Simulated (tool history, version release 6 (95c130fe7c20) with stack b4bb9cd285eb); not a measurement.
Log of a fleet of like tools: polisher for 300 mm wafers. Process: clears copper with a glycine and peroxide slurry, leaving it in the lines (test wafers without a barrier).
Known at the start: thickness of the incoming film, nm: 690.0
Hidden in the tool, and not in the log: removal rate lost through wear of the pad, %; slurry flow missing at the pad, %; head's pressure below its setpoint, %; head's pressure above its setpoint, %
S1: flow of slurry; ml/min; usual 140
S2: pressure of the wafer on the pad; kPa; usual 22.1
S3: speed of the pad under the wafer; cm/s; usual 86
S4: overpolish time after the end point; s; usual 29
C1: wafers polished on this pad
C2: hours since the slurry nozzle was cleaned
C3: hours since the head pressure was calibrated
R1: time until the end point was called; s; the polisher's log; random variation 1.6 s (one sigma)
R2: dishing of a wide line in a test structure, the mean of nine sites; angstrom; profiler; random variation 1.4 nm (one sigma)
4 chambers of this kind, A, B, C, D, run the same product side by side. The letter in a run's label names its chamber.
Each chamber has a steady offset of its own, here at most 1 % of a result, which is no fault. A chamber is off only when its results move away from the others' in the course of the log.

run     day   S1    S2   S3  S4   C1     C2      C3       R1       R2
      0.167  -- chamber A: worn pad replaced by a new one
 1C   0.417  140  22.1   86  29  411  196.7   388.8  103.820  1016.20
 2B   0.850  140  22.1   86  29  386  196.1   290.3  103.120  1033.60
      0.962  -- chamber A: slurry nozzle cleaned
 3D   1.217  140  22.1   86  29  853  527.5   256.7  106.560  1026.80
 4A   1.596  140  22.1   86  29  233   15.3  1181.9  103.260  1019.20
      1.729  -- chamber C: worn pad replaced by a new one
 5A   1.971  140  22.1   86  29  294   24.3  1190.9  105.300  1020.20
      1.992  -- chamber D: worn pad replaced by a new one
 6C   2.458  140  22.1   86  29  118  245.7   437.8  101.980  1002.80
 7D   2.754  140  22.1   86  29  124  564.4   293.6  106.320  1043.80
 8B   2.992  140  22.1   86  29  735  247.5   341.7  105.280  1014.70
      3.271  -- chamber A: head pressure recalibrated
 9B   3.404  185  22.1   86  29  802  257.4   351.6   97.914  1057.70
      3.442  -- chamber B: slurry nozzle cleaned
10C   3.646  185  22.1   86  29  312  274.2   466.3  100.170  1049.10
11D   4.079  185  22.1   86  29  340  596.2   325.4  102.860  1026.40
12A   4.454  185  22.1   86  29  698   83.9    28.5  101.650  1052.20
13A   4.804  140  22.1   86  29  755   92.3    36.9  106.480  1027.90
      4.979  -- chamber C: worn pad replaced by a new one
      5.121  -- chamber C: slurry nozzle cleaned
14D   5.175  140  22.1   86  29  518  622.5   351.7  101.200  1037.90
      5.221  -- chamber B: worn pad replaced by a new one
15B   5.429  140  22.1   86  29   34   47.7   400.2  104.520  1025.90
16C   5.683  140  22.1   86  29  114   13.5   515.2  106.570  1029.30
17B   6.092  140  22.1   86  29  142   63.6   416.1  105.720  1021.90
      6.142  -- chamber A: worn pad replaced by a new one
18D   6.433  140  22.1   86  16  723  652.7   381.9  105.570   652.76
19A   6.792  140  22.1   86  16  106  140.0    84.6  104.960   666.18
20C   7.146  140  22.1   86  16  352   48.6   550.3  102.390   646.63
21A   7.429  140  22.1   86  16  210  155.3    99.9  103.640   676.14
22D   7.696  140  22.1   86  29  929  683.0   412.2  108.100  1028.80
23B   8.142  140  22.1   86  29  476  112.8   465.3  108.650  1017.30
24C   8.542  140  22.1   86  29  580   82.1   583.8  103.350  1016.90
      8.579  -- chamber D: worn pad replaced by a new one
      8.638  -- chamber C: worn pad replaced by a new one
25C   8.821  140  22.1   86  29   30   88.8   590.5  104.260  1035.70
26A   9.058  140  22.1   86  29  475  194.4   139.0  105.630  1029.10
27B   9.538  140  22.1   86  29  703  146.3   498.8  104.890  1000.40
28D   9.829  140  22.1   86  29  204  734.2   463.4  106.550  1009.00
29A  10.238  140  22.1   86  29  667  222.7   167.3  106.270  1032.00
30C  10.483  140  22.1   86  29  301  128.7   630.4  104.850  1025.80
31D  10.896  140  22.1  104  29  377  759.8   489.0   88.220  1117.50
32B  11.350  140  22.1  104  29  998  189.8   542.3   90.663  1106.50
33C  11.829  140  22.1  104  29  520  161.0   662.7   86.901  1150.10
34D  12.212  140  22.1  104  29  592  791.4   520.6   87.096  1117.60

All 4 chambers run these settings next. Forecast each chamber's results:
35A  12.567  180  22.1  86  29               ?   ?
35B  12.567  180  22.1  86  29               ?   ?
35C  12.567  180  22.1  86  29               ?   ?
35D  12.567  180  22.1  86  29               ?   ?

run       R1       R2
35A  100.750  1064.20
35B  101.610  1025.30
35C  102.350  1061.00
35D  100.640  1048.10
